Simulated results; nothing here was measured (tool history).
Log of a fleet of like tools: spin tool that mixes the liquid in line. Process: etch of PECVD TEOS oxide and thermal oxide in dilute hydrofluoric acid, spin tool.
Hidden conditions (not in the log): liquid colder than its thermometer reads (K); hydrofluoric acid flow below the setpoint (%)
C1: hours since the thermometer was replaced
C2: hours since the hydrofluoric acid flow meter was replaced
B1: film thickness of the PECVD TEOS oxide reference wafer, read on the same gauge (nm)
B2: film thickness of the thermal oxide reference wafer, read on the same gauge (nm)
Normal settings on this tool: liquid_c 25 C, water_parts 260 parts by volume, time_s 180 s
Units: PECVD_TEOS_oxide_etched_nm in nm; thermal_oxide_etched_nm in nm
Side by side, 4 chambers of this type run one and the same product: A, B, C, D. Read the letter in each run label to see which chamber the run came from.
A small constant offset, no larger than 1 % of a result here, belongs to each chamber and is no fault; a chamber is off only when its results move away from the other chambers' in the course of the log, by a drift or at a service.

{"day": 0.125, "done": "chamber B: hydrofluoric acid flow meter replaced"}
{"run": "1B", "day": 0.329, "liquid_c": 25, "water_parts": 260, "time_s": 180, "C1": 545.3, "C2": 5, "B1": 120.02, "B2": 150.01, "PECVD_TEOS_oxide_etched_nm": 9.9553, "thermal_oxide_etched_nm": 2.8785}
{"run": "2D", "day": 0.625, "liquid_c": 25, "water_parts": 260, "time_s": 180, "C1": 311.3, "C2": 409.7, "B1": 120, "B2": 150.01, "PECVD_TEOS_oxide_etched_nm": 10.145, "thermal_oxide_etched_nm": 2.8427}
{"run": "3A", "day": 0.95, "liquid_c": 25, "water_parts": 260, "time_s": 180, "C1": 393, "C2": 482, "B1": 120.02, "B2": 150.01, "PECVD_TEOS_oxide_etched_nm": 10, "thermal_oxide_etched_nm": 2.8868}
{"run": "4C", "day": 1.238, "liquid_c": 25, "water_parts": 260, "time_s": 180, "C1": 449.1, "C2": 69.2, "B1": 120.01, "B2": 149.99, "PECVD_TEOS_oxide_etched_nm": 10.01, "thermal_oxide_etched_nm": 2.8589}
{"run": "5A", "day": 1.725, "liquid_c": 25, "water_parts": 260, "time_s": 180, "C1": 411.6, "C2": 500.6, "B1": 120, "B2": 150, "PECVD_TEOS_oxide_etched_nm": 9.8167, "thermal_oxide_etched_nm": 2.8485}
{"run": "6C", "day": 1.975, "liquid_c": 25, "water_parts": 340, "time_s": 95, "C1": 466.8, "C2": 86.9, "B1": 119.98, "B2": 150, "PECVD_TEOS_oxide_etched_nm": 3.6742, "thermal_oxide_etched_nm": 1.0579}
{"run": "7D", "day": 2.262, "liquid_c": 25, "water_parts": 340, "time_s": 95, "C1": 350.6, "C2": 449, "B1": 120.01, "B2": 150, "PECVD_TEOS_oxide_etched_nm": 3.6757, "thermal_oxide_etched_nm": 1.0657}
{"run": "8B", "day": 2.688, "liquid_c": 25, "water_parts": 340, "time_s": 95, "C1": 601.9, "C2": 61.6, "B1": 120, "B2": 149.99, "PECVD_TEOS_oxide_etched_nm": 3.699, "thermal_oxide_etched_nm": 1.0576}
{"run": "9C", "day": 3.142, "liquid_c": 25, "water_parts": 340, "time_s": 95, "C1": 494.8, "C2": 114.9, "B1": 120, "B2": 150, "PECVD_TEOS_oxide_etched_nm": 3.6817, "thermal_oxide_etched_nm": 1.0671}
{"run": "10B", "day": 3.575, "liquid_c": 27.5, "water_parts": 260, "time_s": 105, "C1": 623.2, "C2": 82.9, "B1": 119.98, "B2": 150.01, "PECVD_TEOS_oxide_etched_nm": 6.3475, "thermal_oxide_etched_nm": 1.7835}
{"run": "11D", "day": 4.058, "liquid_c": 27.5, "water_parts": 260, "time_s": 105, "C1": 393.7, "C2": 492.1, "B1": 119.97, "B2": 149.99, "PECVD_TEOS_oxide_etched_nm": 6.3322, "thermal_oxide_etched_nm": 1.8056}
{"run": "12A", "day": 4.3, "liquid_c": 27.5, "water_parts": 260, "time_s": 105, "C1": 473.4, "C2": 562.4, "B1": 120.01, "B2": 149.99, "PECVD_TEOS_oxide_etched_nm": 6.3631, "thermal_oxide_etched_nm": 1.8031}
{"run": "13A", "day": 4.625, "liquid_c": 27.5, "water_parts": 260, "time_s": 105, "C1": 481.2, "C2": 570.2, "B1": 119.97, "B2": 150.01, "PECVD_TEOS_oxide_etched_nm": 6.3116, "thermal_oxide_etched_nm": 1.7967}
{"run": "14B", "day": 4.871, "liquid_c": 25, "water_parts": 260, "time_s": 180, "C1": 654.3, "C2": 114, "B1": 120, "B2": 150.01, "PECVD_TEOS_oxide_etched_nm": 9.8938, "thermal_oxide_etched_nm": 2.8075}
{"run": "15C", "day": 5.254, "liquid_c": 25, "water_parts": 260, "time_s": 180, "C1": 545.5, "C2": 165.6, "B1": 120, "B2": 150.01, "PECVD_TEOS_oxide_etched_nm": 10.032, "thermal_oxide_etched_nm": 2.8268}
{"run": "16D", "day": 5.483, "liquid_c": 25, "water_parts": 260, "time_s": 180, "C1": 427.9, "C2": 526.3, "B1": 119.98, "B2": 150, "PECVD_TEOS_oxide_etched_nm": 9.9129, "thermal_oxide_etched_nm": 2.8775}
{"run": "17C", "day": 5.75, "liquid_c": 25, "water_parts": 260, "time_s": 180, "C1": 557.4, "C2": 177.5, "B1": 120, "B2": 149.99, "PECVD_TEOS_oxide_etched_nm": 9.8542, "thermal_oxide_etched_nm": 2.9063}
{"run": "18D", "day": 6.088, "liquid_c": 25, "water_parts": 260, "time_s": 180, "C1": 442.4, "C2": 540.8, "B1": 119.99, "B2": 149.99, "PECVD_TEOS_oxide_etched_nm": 9.9149, "thermal_oxide_etched_nm": 2.8032}
{"run": "19B", "day": 6.592, "liquid_c": 25, "water_parts": 260, "time_s": 180, "C1": 695.6, "C2": 155.3, "B1": 120.01, "B2": 150.01, "PECVD_TEOS_oxide_etched_nm": 9.9019, "thermal_oxide_etched_nm": 2.8343}
{"run": "20A", "day": 7.05, "liquid_c": 25, "water_parts": 260, "time_s": 180, "C1": 539.4, "C2": 628.4, "B1": 119.99, "B2": 149.99, "PECVD_TEOS_oxide_etched_nm": 9.9631, "thermal_oxide_etched_nm": 2.7958}
{"run": "21C", "day": 7.338, "liquid_c": 25, "water_parts": 260, "time_s": 180, "C1": 595.5, "C2": 215.6, "B1": 120, "B2": 149.99, "PECVD_TEOS_oxide_etched_nm": 10.07, "thermal_oxide_etched_nm": 2.7766}
{"run": "22A", "day": 7.829, "liquid_c": 25, "water_parts": 260, "time_s": 180, "C1": 558.1, "C2": 647.1, "B1": 120.01, "B2": 150.01, "PECVD_TEOS_oxide_etched_nm": 9.9594, "thermal_oxide_etched_nm": 2.8522}
{"run": "23B", "day": 8.158, "liquid_c": 25, "water_parts": 205, "time_s": 245, "C1": 733.2, "C2": 192.9, "B1": 119.98, "B2": 150, "PECVD_TEOS_oxide_etched_nm": 18.145, "thermal_oxide_etched_nm": 5.2566}
{"run": "24D", "day": 8.521, "liquid_c": 25, "water_parts": 205, "time_s": 245, "C1": 500.8, "C2": 599.2, "B1": 120, "B2": 150.02, "PECVD_TEOS_oxide_etched_nm": 18.414, "thermal_oxide_etched_nm": 5.1252}
{"run": "25C", "day": 9.004, "liquid_c": 25, "water_parts": 205, "time_s": 245, "C1": 635.5, "C2": 255.6, "B1": 120.02, "B2": 150, "PECVD_TEOS_oxide_etched_nm": 18.317, "thermal_oxide_etched_nm": 5.2283}
{"run": "26D", "day": 9.462, "liquid_c": 25, "water_parts": 205, "time_s": 245, "C1": 523.4, "C2": 621.8, "B1": 120, "B2": 150.01, "PECVD_TEOS_oxide_etched_nm": 18.256, "thermal_oxide_etched_nm": 5.1794}
{"run": "27B", "day": 9.721, "liquid_c": 25, "water_parts": 260, "time_s": 180, "C1": 770.7, "C2": 230.4, "B1": 120, "B2": 150, "PECVD_TEOS_oxide_etched_nm": 9.8458, "thermal_oxide_etched_nm": 2.8623}
{"day": 9.912, "done": "chamber A: hydrofluoric acid flow meter replaced"}
{"run": "28A", "day": 10.2, "liquid_c": 28, "water_parts": 260, "time_s": 180, "C1": 615, "C2": 6.9, "B1": 120.01, "B2": 150, "PECVD_TEOS_oxide_etched_nm": 11.113, "thermal_oxide_etched_nm": 3.1642}
{"run": "29A", "day": 10.5, "liquid_c": 28, "water_parts": 260, "time_s": 180, "C1": 622.2, "C2": 14.1, "B1": 119.99, "B2": 150, "PECVD_TEOS_oxide_etched_nm": 11.094, "thermal_oxide_etched_nm": 3.2182}
{"run": "30B", "day": 10.917, "liquid_c": 28, "water_parts": 260, "time_s": 180, "C1": 799.4, "C2": 259.1, "B1": 120, "B2": 149.99, "PECVD_TEOS_oxide_etched_nm": 11.051, "thermal_oxide_etched_nm": 3.121}
{"run": "31C", "day": 11.217, "liquid_c": 28, "water_parts": 260, "time_s": 180, "C1": 688.6, "C2": 308.7, "B1": 120, "B2": 150, "PECVD_TEOS_oxide_etched_nm": 11.032, "thermal_oxide_etched_nm": 3.2116}
{"day": 11.329, "done": "chamber C: thermometer replaced"}
{"run": "32D", "day": 11.621, "liquid_c": 25, "water_parts": 260, "time_s": 180, "C1": 575.2, "C2": 673.6, "B1": 120, "B2": 150, "PECVD_TEOS_oxide_etched_nm": 10.002, "thermal_oxide_etched_nm": 2.8178}
{"run": "33B", "day": 12.112, "liquid_c": 25, "water_parts": 260, "time_s": 180, "C1": 828.1, "C2": 287.8, "B1": 119.98, "B2": 150.01, "PECVD_TEOS_oxide_etched_nm": 9.9608, "thermal_oxide_etched_nm": 2.8707}
{"run": "34C", "day": 12.367, "liquid_c": 25, "water_parts": 260, "time_s": 180, "C1": 24.9, "C2": 336.3, "B1": 119.99, "B2": 149.99, "PECVD_TEOS_oxide_etched_nm": 9.9177, "thermal_oxide_etched_nm": 2.8849}
{"run": "35D", "day": 12.633, "liquid_c": 25, "water_parts": 260, "time_s": 180, "C1": 599.5, "C2": 697.9, "B1": 119.98, "B2": 149.98, "PECVD_TEOS_oxide_etched_nm": 10.145, "thermal_oxide_etched_nm": 2.8721}
{"run": "36A", "day": 12.975, "liquid_c": 25, "water_parts": 260, "time_s": 180, "C1": 681.6, "C2": 73.5, "B1": 120.02, "B2": 150, "PECVD_TEOS_oxide_etched_nm": 9.9122, "thermal_oxide_etched_nm": 2.9201}

Is one chamber off against the others, does the gauge drift, or is nothing wrong? If a chamber is off, say which, and what the likeliest cause is.

The fleet is healthy, with each chamber sitting at its usual small offset and no drift in the gauge.
